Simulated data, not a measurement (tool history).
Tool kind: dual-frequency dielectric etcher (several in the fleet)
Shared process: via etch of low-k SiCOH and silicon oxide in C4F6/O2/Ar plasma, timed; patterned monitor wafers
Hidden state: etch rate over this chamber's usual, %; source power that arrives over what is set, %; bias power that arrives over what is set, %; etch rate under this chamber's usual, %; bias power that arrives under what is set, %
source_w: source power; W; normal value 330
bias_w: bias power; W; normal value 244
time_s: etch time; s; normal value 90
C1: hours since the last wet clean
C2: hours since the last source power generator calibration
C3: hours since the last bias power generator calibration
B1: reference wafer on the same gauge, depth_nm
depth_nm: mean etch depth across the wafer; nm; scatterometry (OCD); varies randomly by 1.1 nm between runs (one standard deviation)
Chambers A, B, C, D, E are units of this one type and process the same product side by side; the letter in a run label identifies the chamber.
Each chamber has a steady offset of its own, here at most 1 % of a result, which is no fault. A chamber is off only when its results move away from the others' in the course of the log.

Run 1C, hour 7.7: usual settings; C1 470; C2 539.4; C3 2054.1; B1 294.86. Result: depth_nm 256.77 nm.
Run 2B, hour 13.5: usual settings; C1 204.4; C2 2256.1; C3 2686.9; B1 294.91. Result: depth_nm 256.36 nm.
Run 3E, hour 19.6: usual settings; C1 264.9; C2 494.7; C3 3602.4; B1 294.91. Result: depth_nm 257.31 nm.
Run 4D, hour 24.3: usual settings; C1 194.8; C2 97.5; C3 2745.2; B1 294.83. Result: depth_nm 259.01 nm.
Run 5A, hour 29.1: usual settings; C1 332.7; C2 837.8; C3 1643.5; B1 294.98. Result: depth_nm 259.86 nm.
Run 6D, hour 36.5: usual settings; C1 207; C2 109.7; C3 2757.4; B1 294.95. Result: depth_nm 257.52 nm.
Run 7E, hour 40.6: usual settings; C1 285.9; C2 515.7; C3 3623.4; B1 295.12. Result: depth_nm 255.61 nm.
Run 8B, hour 47.5: usual settings; C1 238.4; C2 2290.1; C3 2720.9; B1 294.97. Result: depth_nm 258.85 nm.
Run 9A, hour 52.1: usual settings; C1 355.7; C2 860.8; C3 1666.5; B1 295.01. Result: depth_nm 259.34 nm.
Run 10C, hour 56.3: usual settings; C1 518.6; C2 588; C3 2102.7; B1 295.11. Result: depth_nm 257.39 nm.
Run 11A, hour 65.7: usual settings; C1 369.3; C2 874.4; C3 1680.1; B1 295.11. Result: depth_nm 257.61 nm.
Run 12D, hour 71: usual settings; C1 241.5; C2 144.2; C3 2791.9; B1 294.83. Result: depth_nm 257.65 nm.
Run 13B, hour 79.2: usual settings; C1 270.1; C2 2321.8; C3 2752.6; B1 295.42. Result: depth_nm 257.76 nm.
Run 14C, hour 85.5: usual settings; C1 547.8; C2 617.2; C3 2131.9; B1 294.96. Result: depth_nm 258.31 nm.
Run 15E, hour 91.2: usual settings; C1 336.5; C2 566.3; C3 3674; B1 295.12. Result: depth_nm 256.2 nm.
Run 16B, hour 97.6: usual settings; C1 288.5; C2 2340.2; C3 2771; B1 295.18. Result: depth_nm 257.34 nm.
Run 17E, hour 106.3: usual settings; C1 351.6; C2 581.4; C3 3689.1; B1 294.77. Result: depth_nm 258.04 nm.
Run 18C, hour 111: usual settings; C1 573.3; C2 642.7; C3 2157.4; B1 295.07. Result: depth_nm 259.22 nm.
At hour 113.2: chamber C: wet clean of the chamber.
Run 19D, hour 117.8: usual settings; C1 288.3; C2 191; C3 2838.7; B1 294.88. Result: depth_nm 257.26 nm.
Run 20A, hour 125.4: usual settings; C1 429; C2 934.1; C3 1739.8; B1 295.38. Result: depth_nm 259.2 nm.
Run 21D, hour 130: usual settings but bias_w 203 W, time_s 112 s; C1 300.5; C2 203.2; C3 2850.9; B1 294.83. Result: depth_nm 302.26 nm.
Run 22B, hour 136.8: usual settings but bias_w 203 W, time_s 112 s; C1 327.7; C2 2379.4; C3 2810.2; B1 295.06. Result: depth_nm 300.77 nm.
Run 23E, hour 140.9: usual settings but bias_w 203 W, time_s 112 s; C1 386.2; C2 616; C3 3723.7; B1 294.92. Result: depth_nm 298.33 nm.
Run 24C, hour 147.5: usual settings but bias_w 203 W, time_s 112 s; C1 34.4; C2 679.2; C3 2193.9; B1 295.1. Result: depth_nm 288.63 nm.
At hour 147.8: chamber A: wet clean of the chamber.
Run 25A, hour 155.6: usual settings but bias_w 203 W, time_s 112 s; C1 7.8; C2 964.3; C3 1770; B1 295.22. Result: depth_nm 301.87 nm.
Run 26E, hour 163.1: usual settings; C1 408.4; C2 638.2; C3 3745.9; B1 295.18. Result: depth_nm 256.3 nm.
Run 27A, hour 171.6: usual settings; C1 23.8; C2 980.3; C3 1786; B1 294.82. Result: depth_nm 257.45 nm.
Run 28C, hour 176.2: usual settings; C1 63.1; C2 707.9; C3 2222.6; B1 295.28. Result: depth_nm 244.65 nm.
At hour 182.3: chamber E: wet clean of the chamber.
Run 29B, hour 184.9: usual settings; C1 375.8; C2 2427.5; C3 2858.3; B1 295.12. Result: depth_nm 258.28 nm.
Run 30D, hour 191.6: usual settings; C1 362.1; C2 264.8; C3 2912.5; B1 295.15. Result: depth_nm 257.55 nm.
Run 31D, hour 196.7: usual settings but source_w 360 W; C1 367.2; C2 269.9; C3 2917.6; B1 295.04. Result: depth_nm 266.67 nm.
Run 32B, hour 201.9: usual settings but source_w 360 W; C1 392.8; C2 2444.5; C3 2875.3; B1 295.05. Result: depth_nm 265.53 nm.
Run 33A, hour 206.3: usual settings but source_w 360 W; C1 58.5; C2 1015; C3 1820.7; B1 295.29. Result: depth_nm 269.83 nm.
Run 34E, hour 211.3: usual settings but source_w 360 W; C1 29; C2 686.4; C3 3794.1; B1 294.95. Result: depth_nm 267.04 nm.
Run 35C, hour 218.7: usual settings but source_w 360 W; C1 105.6; C2 750.4; C3 2265.1; B1 294.85. Result: depth_nm 253.95 nm.

What goes on in this fleet: one chamber off, a drifting gauge, or nothing beyond the chambers' own small offsets? Name the chamber and the cause, if any.

After it was serviced, chamber C no longer matches the other chambers.
Likeliest cause: etch rate under this chamber's usual, % = 4.68.

Which of the 4 candidates below, each the usual settings with something changed and its results left as question marks, puts chamber C back in line with what the other chambers give on the usual settings?
Allowed miss from the other chambers' usual-settings mean, per result, to count as in line: depth_nm 3.9 nm
Run 36C-1, hour 225.5: usual settings but bias_w 191 W. Result: depth_nm ?.
Run 36C-2, hour 225.5: usual settings but time_s 85.5 s. Result: depth_nm ?.
Run 36C-3, hour 225.5: usual settings but bias_w 247 W, time_s 94 s. Result: depth_nm ?.
Run 36C-4, hour 225.5: usual settings but source_w 370 W, bias_w 271 W. Result: depth_nm ?.

What the other chambers average on the usual settings: depth_nm 257.9 nm
  run  depth_nm
36C-1    225.66
36C-2    232.89
36C-3    257.12
36C-4    265.68
With 36C-3, the chamber falls back in line with the rest.
